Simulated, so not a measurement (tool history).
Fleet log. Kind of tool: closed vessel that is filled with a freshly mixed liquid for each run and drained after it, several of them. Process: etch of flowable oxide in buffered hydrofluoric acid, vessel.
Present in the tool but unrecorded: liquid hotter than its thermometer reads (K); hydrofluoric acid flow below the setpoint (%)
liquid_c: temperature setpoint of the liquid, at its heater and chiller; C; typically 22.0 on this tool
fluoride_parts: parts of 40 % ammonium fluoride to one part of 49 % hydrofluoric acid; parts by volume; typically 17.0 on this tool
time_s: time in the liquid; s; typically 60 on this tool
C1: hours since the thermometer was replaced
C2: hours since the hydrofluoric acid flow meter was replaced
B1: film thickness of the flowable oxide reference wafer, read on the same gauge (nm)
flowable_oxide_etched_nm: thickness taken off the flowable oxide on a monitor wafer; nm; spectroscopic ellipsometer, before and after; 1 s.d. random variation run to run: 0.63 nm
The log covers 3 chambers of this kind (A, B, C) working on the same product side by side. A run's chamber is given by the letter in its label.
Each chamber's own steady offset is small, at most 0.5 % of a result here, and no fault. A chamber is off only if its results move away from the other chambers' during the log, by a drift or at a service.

run 1C hour=3.5 | liquid_c=22.0 fluoride_parts=17.0 time_s=60 | C1=1894.1 C2=6.7 | B1=150.00 | flowable_oxide_etched_nm=81.321
run 2B hour=6.7 | liquid_c=22.0 fluoride_parts=17.0 time_s=60 | C1=432.7 C2=1157.2 | B1=150.01 | flowable_oxide_etched_nm=80.657
run 3A hour=9.5 | liquid_c=22.0 fluoride_parts=17.0 time_s=60 | C1=923.6 C2=52.4 | B1=150.00 | flowable_oxide_etched_nm=81.273
run 4A hour=11.6 | liquid_c=22.0 fluoride_parts=17.0 time_s=60 | C1=925.7 C2=54.5 | B1=150.01 | flowable_oxide_etched_nm=81.733
run 5C hour=16.1 | liquid_c=26.5 fluoride_parts=17.0 time_s=60 | C1=1906.7 C2=19.3 | B1=150.01 | flowable_oxide_etched_nm=101.790
run 6B hour=19.2 | liquid_c=26.5 fluoride_parts=17.0 time_s=60 | C1=445.2 C2=1169.7 | B1=150.00 | flowable_oxide_etched_nm=101.330
run 7A hour=23.1 | liquid_c=26.5 fluoride_parts=17.0 time_s=60 | C1=937.2 C2=66.0 | B1=149.97 | flowable_oxide_etched_nm=104.540
run 8B hour=26.0 | liquid_c=22.0 fluoride_parts=17.0 time_s=60 | C1=452.0 C2=1176.5 | B1=150.02 | flowable_oxide_etched_nm=79.784
run 9C hour=28.4 | liquid_c=22.0 fluoride_parts=17.0 time_s=60 | C1=1919.0 C2=31.6 | B1=149.96 | flowable_oxide_etched_nm=80.690
run 10A hour=32.0 | liquid_c=22.0 fluoride_parts=17.0 time_s=60 | C1=946.1 C2=74.9 | B1=150.00 | flowable_oxide_etched_nm=80.224
run 11C hour=35.2 | liquid_c=22.0 fluoride_parts=17.0 time_s=60 | C1=1925.8 C2=38.4 | B1=150.03 | flowable_oxide_etched_nm=80.965
run 12B hour=39.5 | liquid_c=22.0 fluoride_parts=17.0 time_s=60 | C1=465.5 C2=1190.0 | B1=149.97 | flowable_oxide_etched_nm=79.482
run 13A hour=41.8 | liquid_c=22.0 fluoride_parts=17.0 time_s=60 | C1=955.9 C2=84.7 | B1=150.03 | flowable_oxide_etched_nm=79.845
run 14B hour=45.5 | liquid_c=22.0 fluoride_parts=12.5 time_s=60 | C1=471.5 C2=1196.0 | B1=149.95 | flowable_oxide_etched_nm=109.320
run 15C hour=49.9 | liquid_c=22.0 fluoride_parts=12.5 time_s=60 | C1=1940.5 C2=53.1 | B1=149.99 | flowable_oxide_etched_nm=108.360
run 16A hour=53.5 | liquid_c=22.0 fluoride_parts=12.5 time_s=60 | C1=967.6 C2=96.4 | B1=149.97 | flowable_oxide_etched_nm=109.680
run 17C hour=57.8 | liquid_c=22.0 fluoride_parts=22.0 time_s=85 | C1=1948.4 C2=61.0 | B1=149.98 | flowable_oxide_etched_nm=90.500
run 18B hour=61.3 | liquid_c=22.0 fluoride_parts=22.0 time_s=85 | C1=487.3 C2=1211.8 | B1=150.07 | flowable_oxide_etched_nm=92.926
run 19C hour=63.3 | liquid_c=22.0 fluoride_parts=22.0 time_s=85 | C1=1953.9 C2=66.5 | B1=149.97 | flowable_oxide_etched_nm=89.394
run 20B hour=66.4 | liquid_c=22.0 fluoride_parts=17.0 time_s=60 | C1=492.4 C2=1216.9 | B1=150.03 | flowable_oxide_etched_nm=84.774
run 21A hour=70.3 | liquid_c=22.0 fluoride_parts=17.0 time_s=60 | C1=984.4 C2=113.2 | B1=150.03 | flowable_oxide_etched_nm=81.293
run 22B hour=73.8 | liquid_c=18.0 fluoride_parts=17.0 time_s=95 | C1=499.8 C2=1224.3 | B1=150.02 | flowable_oxide_etched_nm=107.780
run 23A hour=78.3 | liquid_c=18.0 fluoride_parts=17.0 time_s=95 | C1=992.4 C2=121.2 | B1=149.99 | flowable_oxide_etched_nm=102.930
run 24C hour=80.9 | liquid_c=18.0 fluoride_parts=17.0 time_s=95 | C1=1971.5 C2=84.1 | B1=150.04 | flowable_oxide_etched_nm=103.190
run 25C hour=84.4 | liquid_c=22.0 fluoride_parts=17.0 time_s=60 | C1=1975.0 C2=87.6 | B1=150.04 | flowable_oxide_etched_nm=79.338
run 26A hour=88.4 | liquid_c=22.0 fluoride_parts=17.0 time_s=60 | C1=1002.5 C2=131.3 | B1=150.00 | flowable_oxide_etched_nm=81.383
run 27B hour=91.5 | liquid_c=22.0 fluoride_parts=17.0 time_s=60 | C1=517.5 C2=1242.0 | B1=149.98 | flowable_oxide_etched_nm=86.975
run 28A hour=94.3 | liquid_c=22.0 fluoride_parts=17.0 time_s=60 | C1=1008.4 C2=137.2 | B1=150.00 | flowable_oxide_etched_nm=81.608
run 29C hour=96.5 | liquid_c=22.0 fluoride_parts=17.0 time_s=60 | C1=1987.1 C2=99.7 | B1=150.04 | flowable_oxide_etched_nm=80.220
run 30B hour=101.0 | liquid_c=22.0 fluoride_parts=17.0 time_s=60 | C1=527.0 C2=1251.5 | B1=150.00 | flowable_oxide_etched_nm=90.536
run 31B hour=104.4 | liquid_c=22.0 fluoride_parts=17.0 time_s=60 | C1=530.4 C2=1254.9 | B1=149.95 | flowable_oxide_etched_nm=88.369

Is one chamber out of step, is the gauge drifting, or do the chambers differ by no more than their own small offsets? For an off chamber, give its letter and the likeliest cause.

Little by little, chamber B moves away from the other chambers.
Likeliest cause: liquid hotter than its thermometer reads (K) = 2.03.
From this log alone, it may not be told apart from: hydrofluoric acid flow above the setpoint (%).

Here are 4 candidates for chamber B's next run, each the usual settings with a change, their results left as question marks. Which one brings its results back in line with what the others give on the usual settings?
In line means no further than this from the other chambers' mean on the usual settings: flowable_oxide_etched_nm 2.200 nm
run 32B-1 hour=107.7 | liquid_c=21.0 fluoride_parts=17.0 time_s=60 | flowable_oxide_etched_nm=?
run 32B-2 hour=107.7 | liquid_c=22.0 fluoride_parts=16.5 time_s=65 | flowable_oxide_etched_nm=?
run 32B-3 hour=107.7 | liquid_c=22.0 fluoride_parts=16.0 time_s=60 | flowable_oxide_etched_nm=?
run 32B-4 hour=107.7 | liquid_c=21.5 fluoride_parts=18.5 time_s=60 | flowable_oxide_etched_nm=?

The other chambers' mean on the usual settings: flowable_oxide_etched_nm 80.703 nm
run=32B-1 flowable_oxide_etched_nm=85.237
run=32B-2 flowable_oxide_etched_nm=100.500
run=32B-3 flowable_oxide_etched_nm=95.618
run=32B-4 flowable_oxide_etched_nm=80.663
The answer is 32B-4, which returns the chamber to within the allowed miss of the others.
